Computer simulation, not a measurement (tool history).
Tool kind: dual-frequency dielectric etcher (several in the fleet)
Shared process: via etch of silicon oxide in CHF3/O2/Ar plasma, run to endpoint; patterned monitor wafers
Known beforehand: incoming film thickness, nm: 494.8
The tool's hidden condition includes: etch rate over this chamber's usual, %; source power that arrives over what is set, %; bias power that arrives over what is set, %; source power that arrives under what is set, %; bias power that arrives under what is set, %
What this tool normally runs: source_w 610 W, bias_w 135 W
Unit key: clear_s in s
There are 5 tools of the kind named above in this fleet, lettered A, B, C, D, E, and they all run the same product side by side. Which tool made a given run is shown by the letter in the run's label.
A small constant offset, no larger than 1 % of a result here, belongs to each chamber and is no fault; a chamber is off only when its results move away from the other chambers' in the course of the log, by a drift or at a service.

run,hour,source_w,bias_w,hours since the last wet clean,hours since the last source power generator calibration,hours since the last bias power generator calibration,clear_s
1A,3.9,610,135,72.7,721.4,2919.9,273.85
2C,8.1,610,135,457.4,2547.2,983.9,274.92
3E,10.5,610,135,325.6,519.5,2063.9,269.6
4D,13.3,610,135,446.7,996.1,1480.8,273.65
5B,16.7,510,135,43.9,3994.5,1085.2,291.85
6C,19.1,510,135,468.4,2558.2,994.9,291.07
7B,22.4,510,135,49.6,4000.2,1090.9,289.18
8A,27,510,135,95.8,744.5,2943,293.04
# hour 30.6: chamber D: wet clean of the chamber
9E,31.1,510,135,346.2,540.1,2084.5,291.12
10D,33.3,610,135,2.7,1016.1,1500.8,271.55
11D,35.7,610,135,5.1,1018.5,1503.2,275.12
12E,39.2,610,135,354.3,548.2,2092.6,271.18
13B,42.4,610,135,69.6,4020.2,1110.9,266.76
14C,45.5,750,135,494.8,2584.6,1021.3,251.47
# hour 47.9: chamber E: wet clean of the chamber
15A,48,750,135,116.8,765.5,2964,251.35
16A,51.7,750,135,120.5,769.2,2967.7,250.83
17E,55.8,750,135,8,564.8,2109.2,238.67
18B,59.5,750,135,86.7,4037.3,1128,251.48
19C,64.2,610,135,513.5,2603.3,1040,277.11
20D,68,610,135,37.4,1050.8,1535.5,273.67
21E,70.5,610,135,22.7,579.5,2123.9,257.8
22A,74.6,610,135,143.4,792.1,2990.6,273.84
23D,78.1,610,135,47.5,1060.9,1545.6,271.68
24B,81,610,135,108.2,4058.8,1149.5,267.78
25C,83.3,610,135,532.6,2622.4,1059.1,271.68
26D,86.6,610,135,56,1069.4,1554.1,271.38
27E,91.2,610,135,43.4,600.2,2144.6,259.61
28B,95.9,550,164,123.1,4073.7,1164.4,263.9
29A,98.7,550,164,167.5,816.2,3014.7,265.81
30C,102.1,550,164,551.4,2641.2,1077.9,264.76
31C,105.2,550,164,554.5,2644.3,1081,264.78
32B,107.8,550,164,135,4085.6,1176.3,263.35
33A,110.8,610,135,179.6,828.3,3026.8,270.6

All 5 chambers run these settings next. Forecast each chamber's results:
34A,114.2,610,135,,,,?
34B,114.2,610,135,,,,?
34C,114.2,610,135,,,,?
34D,114.2,610,135,,,,?
34E,114.2,610,135,,,,?

run,clear_s
34A,271.58
34B,269.35
34C,269.84
34D,273.17
34E,259.97

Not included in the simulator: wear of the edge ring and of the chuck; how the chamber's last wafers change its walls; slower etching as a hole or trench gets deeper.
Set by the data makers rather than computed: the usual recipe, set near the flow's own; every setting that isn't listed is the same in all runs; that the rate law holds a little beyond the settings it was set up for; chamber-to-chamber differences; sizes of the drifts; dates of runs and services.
